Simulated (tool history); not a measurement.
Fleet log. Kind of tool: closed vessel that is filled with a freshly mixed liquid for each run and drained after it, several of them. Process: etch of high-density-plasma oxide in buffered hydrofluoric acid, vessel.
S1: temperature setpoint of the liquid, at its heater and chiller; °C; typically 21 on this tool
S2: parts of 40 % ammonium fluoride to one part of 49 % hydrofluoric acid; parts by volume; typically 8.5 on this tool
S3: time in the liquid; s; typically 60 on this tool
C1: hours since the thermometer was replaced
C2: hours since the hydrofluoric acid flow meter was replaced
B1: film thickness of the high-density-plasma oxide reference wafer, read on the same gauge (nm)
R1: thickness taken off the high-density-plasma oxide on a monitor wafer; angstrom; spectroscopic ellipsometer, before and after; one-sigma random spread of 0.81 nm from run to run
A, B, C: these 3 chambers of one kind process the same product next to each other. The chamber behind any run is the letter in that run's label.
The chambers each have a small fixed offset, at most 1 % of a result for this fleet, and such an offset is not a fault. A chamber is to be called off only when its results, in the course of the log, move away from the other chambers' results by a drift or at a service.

run	day	S1	S2	S3	C1	C2	B1	R1
1A	0.162	21	8.5	60	1562.9	510.3	30.001	1584.9
2C	0.317	21	8.5	60	447.6	826.9	30.009	1594.0
3B	0.425	21	8.5	60	378.2	899.3	30.011	1582.1
4B	0.583	21	8.5	60	382.0	903.1	30.004	1579.9
5C	0.725	21	8.5	60	457.4	836.7	29.981	1581.5
6A	0.904	21	8.5	60	1580.7	528.1	29.969	1584.2
7C	0.996	21	8.5	60	463.9	843.2	30.015	1572.5
8A	1.154	21	8.5	60	1586.7	534.1	30.019	1578.8
9B	1.254	23	8.5	60	398.1	919.2	29.997	1765.6
# day 1.367: chamber A: thermometer replaced
10C	1.429	23	8.5	60	474.3	853.6	29.989	1785.6
11B	1.583	23	8.5	60	406.0	927.1	30.028	1760.0
12A	1.746	21	8.5	60	9.1	548.3	30.062	1575.8
13A	1.900	21	8.5	60	12.8	552.0	30.024	1572.6
14B	2.000	21	8.5	60	416.0	937.1	29.977	1585.1
15C	2.112	21	8.5	60	490.7	870.0	29.994	1630.1
16B	2.246	21	6.0	35	421.9	943.0	30.006	1311.0
17C	2.329	21	6.0	35	495.9	875.2	30.020	1332.3
18A	2.488	21	6.0	35	26.9	566.1	29.965	1299.0
19A	2.621	21	8.5	60	30.1	569.3	29.991	1580.9
20B	2.812	21	8.5	60	435.5	956.6	30.015	1592.6

Which is it: a chamber that has drifted or been left off by a service, a gauge drift common to all chambers, or only each chamber's usual small offset? If a chamber is off, name it and its likeliest cause.

Chamber C drifts away from the others.
Cause: liquid hotter than its thermometer reads (K) = 0.76.
The log might look much the same if the cause were instead: hydrofluoric acid flow above the setpoint (%).

Which of the 4 candidates below, each the usual settings with something changed and its results left as question marks, puts chamber C back in line with what the other chambers give on the usual settings?
To be in line, a result may differ from the other chambers' mean on the usual settings by at most: R1 28.0 angstrom
21C-1	2.946	22	8.5	60				?
21C-2	2.946	20	8.5	60				?
21C-3	2.946	21	8.5	65				?
21C-4	2.946	21	8.5	55				?

The mean the other chambers reach with the usual settings: R1 1578.5 angstrom
run	R1
21C-1	1749.5
21C-2	1568.1
21C-3	1794.7
21C-4	1518.6
With 21C-2, the chamber falls back in line with the rest.

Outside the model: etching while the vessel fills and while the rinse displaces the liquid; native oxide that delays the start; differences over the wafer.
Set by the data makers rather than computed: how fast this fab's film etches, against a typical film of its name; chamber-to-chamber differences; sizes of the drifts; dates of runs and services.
